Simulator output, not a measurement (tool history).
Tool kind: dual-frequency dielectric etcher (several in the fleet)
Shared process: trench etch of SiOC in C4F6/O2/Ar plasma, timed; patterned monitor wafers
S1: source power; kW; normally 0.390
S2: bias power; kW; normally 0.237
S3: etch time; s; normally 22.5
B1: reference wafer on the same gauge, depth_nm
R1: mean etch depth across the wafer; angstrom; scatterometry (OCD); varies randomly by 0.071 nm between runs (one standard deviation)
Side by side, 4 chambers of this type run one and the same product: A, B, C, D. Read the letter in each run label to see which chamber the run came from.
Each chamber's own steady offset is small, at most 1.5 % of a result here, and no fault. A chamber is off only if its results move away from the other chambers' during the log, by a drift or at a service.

{"run": "1A", "hour": 7.9, "S1": 0.39, "S2": 0.237, "S3": 22.5, "B1": 42.903, "R1": 498.96}
{"run": "2D", "hour": 16.5, "S1": 0.39, "S2": 0.237, "S3": 22.5, "B1": 42.93, "R1": 509.23}
{"run": "3C", "hour": 22.9, "S1": 0.39, "S2": 0.237, "S3": 22.5, "B1": 42.909, "R1": 501.99}
{"run": "4B", "hour": 32.0, "S1": 0.39, "S2": 0.237, "S3": 22.5, "B1": 42.958, "R1": 506.58}
{"run": "5B", "hour": 41.0, "S1": 0.3, "S2": 0.237, "S3": 22.5, "B1": 42.94, "R1": 458.47}
{"run": "6C", "hour": 47.3, "S1": 0.3, "S2": 0.237, "S3": 22.5, "B1": 42.944, "R1": 453.8}
{"run": "7D", "hour": 53.8, "S1": 0.3, "S2": 0.237, "S3": 22.5, "B1": 42.954, "R1": 460.63}
{"hour": 53.9, "done": "chamber D: wet clean of the chamber"}
{"run": "8A", "hour": 60.9, "S1": 0.3, "S2": 0.237, "S3": 22.5, "B1": 42.969, "R1": 454.92}
{"run": "9A", "hour": 69.7, "S1": 0.39, "S2": 0.237, "S3": 22.5, "B1": 42.972, "R1": 501.11}
{"run": "10B", "hour": 74.1, "S1": 0.39, "S2": 0.237, "S3": 22.5, "B1": 42.962, "R1": 507.99}
{"run": "11C", "hour": 78.9, "S1": 0.39, "S2": 0.237, "S3": 22.5, "B1": 42.982, "R1": 502.57}
{"run": "12D", "hour": 87.5, "S1": 0.39, "S2": 0.237, "S3": 22.5, "B1": 42.995, "R1": 510.35}
{"run": "13C", "hour": 91.4, "S1": 0.48, "S2": 0.292, "S3": 22.5, "B1": 43.004, "R1": 584.26}
{"run": "14A", "hour": 97.7, "S1": 0.48, "S2": 0.292, "S3": 22.5, "B1": 43.011, "R1": 580.85}
{"run": "15D", "hour": 106.1, "S1": 0.48, "S2": 0.292, "S3": 22.5, "B1": 43.034, "R1": 593.52}
{"run": "16B", "hour": 111.1, "S1": 0.48, "S2": 0.292, "S3": 22.5, "B1": 43.02, "R1": 589.37}
{"run": "17C", "hour": 116.4, "S1": 0.36, "S2": 0.284, "S3": 22.5, "B1": 43.024, "R1": 517.98}
{"run": "18A", "hour": 124.7, "S1": 0.36, "S2": 0.284, "S3": 22.5, "B1": 43.034, "R1": 517.14}
{"run": "19B", "hour": 132.6, "S1": 0.36, "S2": 0.284, "S3": 22.5, "B1": 43.045, "R1": 524.29}
{"run": "20D", "hour": 141.3, "S1": 0.36, "S2": 0.284, "S3": 22.5, "B1": 43.047, "R1": 527.72}
{"run": "21B", "hour": 146.4, "S1": 0.39, "S2": 0.237, "S3": 22.5, "B1": 43.055, "R1": 510.04}
{"run": "22D", "hour": 153.3, "S1": 0.35, "S2": 0.237, "S3": 27.0, "B1": 43.066, "R1": 587.57}
{"run": "23C", "hour": 160.3, "S1": 0.35, "S2": 0.237, "S3": 27.0, "B1": 43.088, "R1": 578.19}
{"hour": 166.3, "done": "chamber A: wet clean of the chamber"}
{"run": "24A", "hour": 168.4, "S1": 0.35, "S2": 0.237, "S3": 27.0, "B1": 43.082, "R1": 580.44}
{"run": "25B", "hour": 174.4, "S1": 0.35, "S2": 0.237, "S3": 27.0, "B1": 43.103, "R1": 586.07}
{"hour": 178.1, "done": "chamber B: wet clean of the chamber"}
{"run": "26A", "hour": 183.2, "S1": 0.39, "S2": 0.237, "S3": 22.5, "B1": 43.106, "R1": 502.75}
{"run": "27C", "hour": 189.7, "S1": 0.39, "S2": 0.237, "S3": 22.5, "B1": 43.086, "R1": 504.63}
{"run": "28D", "hour": 196.5, "S1": 0.39, "S2": 0.237, "S3": 22.5, "B1": 43.1, "R1": 511.1}
{"run": "29C", "hour": 204.3, "S1": 0.39, "S2": 0.237, "S3": 22.5, "B1": 43.104, "R1": 504.76}
{"run": "30A", "hour": 210.9, "S1": 0.39, "S2": 0.237, "S3": 22.5, "B1": 43.125, "R1": 501.85}
{"run": "31D", "hour": 216.9, "S1": 0.39, "S2": 0.237, "S3": 22.5, "B1": 43.116, "R1": 512.84}
{"run": "32B", "hour": 224.0, "S1": 0.39, "S2": 0.237, "S3": 22.5, "B1": 43.153, "R1": 508.14}

Has any chamber moved away from the others, gradually or after a service, or does the common gauge drift, or do the chambers differ only by their own small steady offsets? State the chamber and the most likely cause if one applies.

It is the gauge, not a chamber: its drift shows up in every chamber's results at once, and no chamber is off.
Likeliest cause: gauge reads high (%) = 0.577.

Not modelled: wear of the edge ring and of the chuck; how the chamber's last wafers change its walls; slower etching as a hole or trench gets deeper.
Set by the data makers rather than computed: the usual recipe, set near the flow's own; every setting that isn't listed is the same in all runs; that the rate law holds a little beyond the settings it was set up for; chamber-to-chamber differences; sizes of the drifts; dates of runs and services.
